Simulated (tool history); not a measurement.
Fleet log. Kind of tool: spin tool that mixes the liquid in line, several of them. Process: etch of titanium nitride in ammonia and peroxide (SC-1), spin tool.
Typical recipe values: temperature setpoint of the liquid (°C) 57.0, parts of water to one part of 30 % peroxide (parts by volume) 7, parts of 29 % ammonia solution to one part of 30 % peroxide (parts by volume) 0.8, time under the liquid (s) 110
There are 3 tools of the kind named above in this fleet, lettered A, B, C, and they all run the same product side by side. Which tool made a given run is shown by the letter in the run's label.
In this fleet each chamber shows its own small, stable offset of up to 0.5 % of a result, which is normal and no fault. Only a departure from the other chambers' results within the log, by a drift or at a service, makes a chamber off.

run   hour  temperature setpoint of the liquid (°C)  parts of water to one part of 30 % peroxide (parts by volume)  parts of 29 % ammonia solution to one part of 30 % peroxide (parts by volume)  time under the liquid (s)  hours since the thermometer was replaced  hours since the ammonia flow meter was replaced  hours since the heated supply line was repaired  hours since the drum of ammonia solution was connected  read-back film thickness of the titanium nitride reference wafer, read on the same gauge (nm)  thickness taken off the titanium nitride on a monitor wafer (angstrom)
 1B    5.7                                     57.0                                                              7                                                                            0.8                        110                                     331.6                                            243.2                                            225.9                                                   249.3                                                                                         90.012                                                                  86.772
       7.4  -- chamber B: new drum of ammonia solution connected
 2A   13.7                                     57.0                                                              7                                                                            0.8                        110                                     854.6                                            559.8                                            598.4                                                   314.7                                                                                         89.998                                                                  86.900
 3C   22.3                                     57.0                                                              7                                                                            0.8                        110                                     586.7                                            243.9                                            919.3                                                   117.7                                                                                         90.003                                                                  86.865
 4B   28.8                                     57.0                                                              7                                                                            0.8                        110                                     354.7                                            266.3                                            249.0                                                    21.5                                                                                         90.003                                                                  87.646
 5A   34.8                                     57.0                                                              7                                                                            0.8                        110                                     875.7                                            580.9                                            619.5                                                   335.8                                                                                         90.010                                                                  86.814
 6C   42.4                                     49.0                                                              8                                                                            0.8                        110                                     606.8                                            264.0                                            939.4                                                   137.8                                                                                         89.980                                                                  47.859
 7B   46.7                                     49.0                                                              8                                                                            0.8                        110                                     372.6                                            284.2                                            266.9                                                    39.4                                                                                         90.016                                                                  46.706
 8C   54.4                                     49.0                                                              8                                                                            0.8                        110                                     618.8                                            276.0                                            951.4                                                   149.8                                                                                         90.006                                                                  47.406
 9A   60.7                                     57.0                                                              7                                                                            0.8                        110                                     901.6                                            606.8                                            645.4                                                   361.7                                                                                         89.989                                                                  86.617
10B   70.2                                     57.0                                                              7                                                                            0.8                        110                                     396.1                                            307.7                                            290.4                                                    62.9                                                                                         89.975                                                                  86.561
11C   74.5                                     57.0                                                              7                                                                            0.8                        110                                     638.9                                            296.1                                            971.5                                                   169.9                                                                                         89.997                                                                  87.643
12A   78.7                                     57.0                                                              7                                                                            0.8                        110                                     919.6                                            624.8                                            663.4                                                   379.7                                                                                         89.998                                                                  87.745
13A   87.3                                     49.0                                                              7                                                                            0.5                        110                                     928.2                                            633.4                                            672.0                                                   388.3                                                                                         90.030                                                                  46.396
      87.9  -- chamber C: thermometer replaced
14B   92.1                                     49.0                                                              7                                                                            0.5                        110                                     418.0                                            329.6                                            312.3                                                    84.8                                                                                         89.992                                                                  46.395
15C   98.8                                     49.0                                                              7                                                                            0.5                        110                                      11.0                                            320.4                                            995.8                                                   194.2                                                                                         90.015                                                                  46.744
16C  105.4                                     57.0                                                              7                                                                            0.8                        110                                      17.6                                            327.0                                           1002.4                                                   200.8                                                                                         89.985                                                                  86.896
     111.5  -- chamber A: thermometer replaced
17B  114.0                                     57.0                                                              7                                                                            0.8                        110                                     439.9                                            351.5                                            334.2                                                   106.7                                                                                         89.984                                                                  86.832
18A  121.9                                     57.0                                                              7                                                                            0.8                        110                                      10.4                                            668.0                                            706.6                                                   422.9                                                                                         90.001                                                                  86.832
19A  127.4                                     50.5                                                              7                                                                            0.8                        140                                      15.9                                            673.5                                            712.1                                                   428.4                                                                                         89.995                                                                  70.195
20C  136.8                                     50.5                                                              7                                                                            0.8                        140                                      49.0                                            358.4                                           1033.8                                                   232.2                                                                                         90.002                                                                  71.786
21B  144.9                                     50.5                                                              7                                                                            0.8                        140                                     470.8                                            382.4                                            365.1                                                   137.6                                                                                         90.003                                                                  69.815
22C  150.3                                     57.0                                                              7                                                                            0.8                        110                                      62.5                                            371.9                                           1047.3                                                   245.7                                                                                         90.034                                                                  87.894
23B  155.3                                     57.0                                                              7                                                                            0.8                        110                                     481.2                                            392.8                                            375.5                                                   148.0                                                                                         89.993                                                                  85.402
24A  160.5                                     57.0                                                              7                                                                            0.8                        110                                      49.0                                            706.6                                            745.2                                                   461.5                                                                                         90.003                                                                  87.261
25B  167.7                                     57.0                                                              7                                                                            0.8                        110                                     493.6                                            405.2                                            387.9                                                   160.4                                                                                         90.004                                                                  85.457
26C  174.9                                     57.0                                                              7                                                                            0.8                        110                                      87.1                                            396.5                                           1071.9                                                   270.3                                                                                         89.998                                                                  87.692
27A  181.1                                     57.0                                                              7                                                                            0.8                        110                                      69.6                                            727.2                                            765.8                                                   482.1                                                                                         89.995                                                                  88.081
28A  189.5                                     57.0                                                              7                                                                            0.8                        110                                      78.0                                            735.6                                            774.2                                                   490.5                                                                                         90.018                                                                  86.279
29B  197.0                                     57.0                                                              5                                                                            0.8                         90                                     522.9                                            434.5                                            417.2                                                   189.7                                                                                         89.980                                                                  80.688
30C  201.6                                     57.0                                                              5                                                                            0.8                         90                                     113.8                                            423.2                                           1098.6                                                   297.0                                                                                         89.993                                                                  82.648
31B  207.8                                     57.0                                                              5                                                                            0.8                         90                                     533.7                                            445.3                                            428.0                                                   200.5                                                                                         89.992                                                                  80.745
32C  213.3                                     57.0                                                              7                                                                            0.8                        110                                     125.5                                            434.9                                           1110.3                                                   308.7                                                                                         90.016                                                                  87.329
33A  220.3                                     57.0                                                              7                                                                            0.8                        110                                     108.8                                            766.4                                            805.0                                                   521.3                                                                                         90.010                                                                  87.551
34A  228.9                                     57.0                                                              7                                                                            0.8                        110                                     117.4                                            775.0                                            813.6                                                   529.9                                                                                         90.009                                                                  86.390
35C  237.7                                     57.0                                                              7                                                                            0.8                        110                                     149.9                                            459.3                                           1134.7                                                   333.1                                                                                         89.989                                                                  87.311
36B  243.9                                     57.0                                                              7                                                                            0.8                         55                                     569.8                                            481.4                                            464.1                                                   236.6                                                                                         90.025                                                                  41.771
37A  248.9                                     57.0                                                              7                                                                            0.8                         55                                     137.4                                            795.0                                            833.6                                                   549.9                                                                                         89.985                                                                  43.935
38B  258.2                                     57.0                                                              7                                                                            0.8                         55                                     584.1                                            495.7                                            478.4                                                   250.9                                                                                         89.986                                                                  41.841
39C  265.6                                     57.0                                                              7                                                                            0.8                        110                                     177.8                                            487.2                                           1162.6                                                   361.0                                                                                         89.995                                                                  87.221
40B  274.0                                     57.0                                                              7                                                                            0.8                        110                                     599.9                                            511.5                                            494.2                                                   266.7                                                                                         90.035                                                                  82.216
41A  278.3                                     57.0                                                              7                                                                            0.8                        110                                     166.8                                            824.4                                            863.0                                                   579.3                                                                                         89.998                                                                  87.677
42C  287.6                                     57.0                                                              7                                                                            0.8                        110                                     199.8                                            509.2                                           1184.6                                                   383.0                                                                                         90.026                                                                  87.322
43A  296.7                                     57.0                                                              7                                                                            0.8                        110                                     185.2                                            842.8                                            881.4                                                   597.7                                                                                         89.981                                                                  86.081

One chamber off, gauge drift, or nothing amiss beyond the chambers' own small offsets? If it is a chamber, which one, and what is the likeliest cause?

It is chamber B that slowly wanders off from its peers.
Cause: temperature lost on the way to the wafer (K) = 0.907.
From this log alone, it may not be told apart from: liquid colder than its thermometer reads (K).

Chamber B could run next with any of the 4 candidate recipes listed below; each alters the usual settings, and their results appear as question marks. Which one brings its results back in line with what the other chambers deliver on the usual settings?
Counts as in line when no further than this from what the other chambers average on the usual settings: thickness taken off the titanium nitride on a monitor wafer (angstrom) 1.900
44B-1  303.5                                     57.0                                                              7                                                                           0.70                        110                                                                                                                                                                                                                                                                                                                                                                          ?
44B-2  303.5                                     57.0                                                              7                                                                           0.55                        110                                                                                                                                                                                                                                                                                                                                                                          ?
44B-3  303.5                                     58.0                                                              7                                                                           0.80                        110                                                                                                                                                                                                                                                                                                                                                                          ?
44B-4  303.5                                     57.0                                                              7                                                                           0.90                        110                                                                                                                                                                                                                                                                                                                                                                          ?

The mean the other chambers reach with the usual settings: thickness taken off the titanium nitride on a monitor wafer (angstrom) 87.144
  run  thickness taken off the titanium nitride on a monitor wafer (angstrom)
44B-1                                                                  80.366
44B-2                                                                  77.388
44B-3                                                                  87.766
44B-4                                                                  83.361
The right change is 44B-3: it brings the chamber back within the allowed miss of the others.

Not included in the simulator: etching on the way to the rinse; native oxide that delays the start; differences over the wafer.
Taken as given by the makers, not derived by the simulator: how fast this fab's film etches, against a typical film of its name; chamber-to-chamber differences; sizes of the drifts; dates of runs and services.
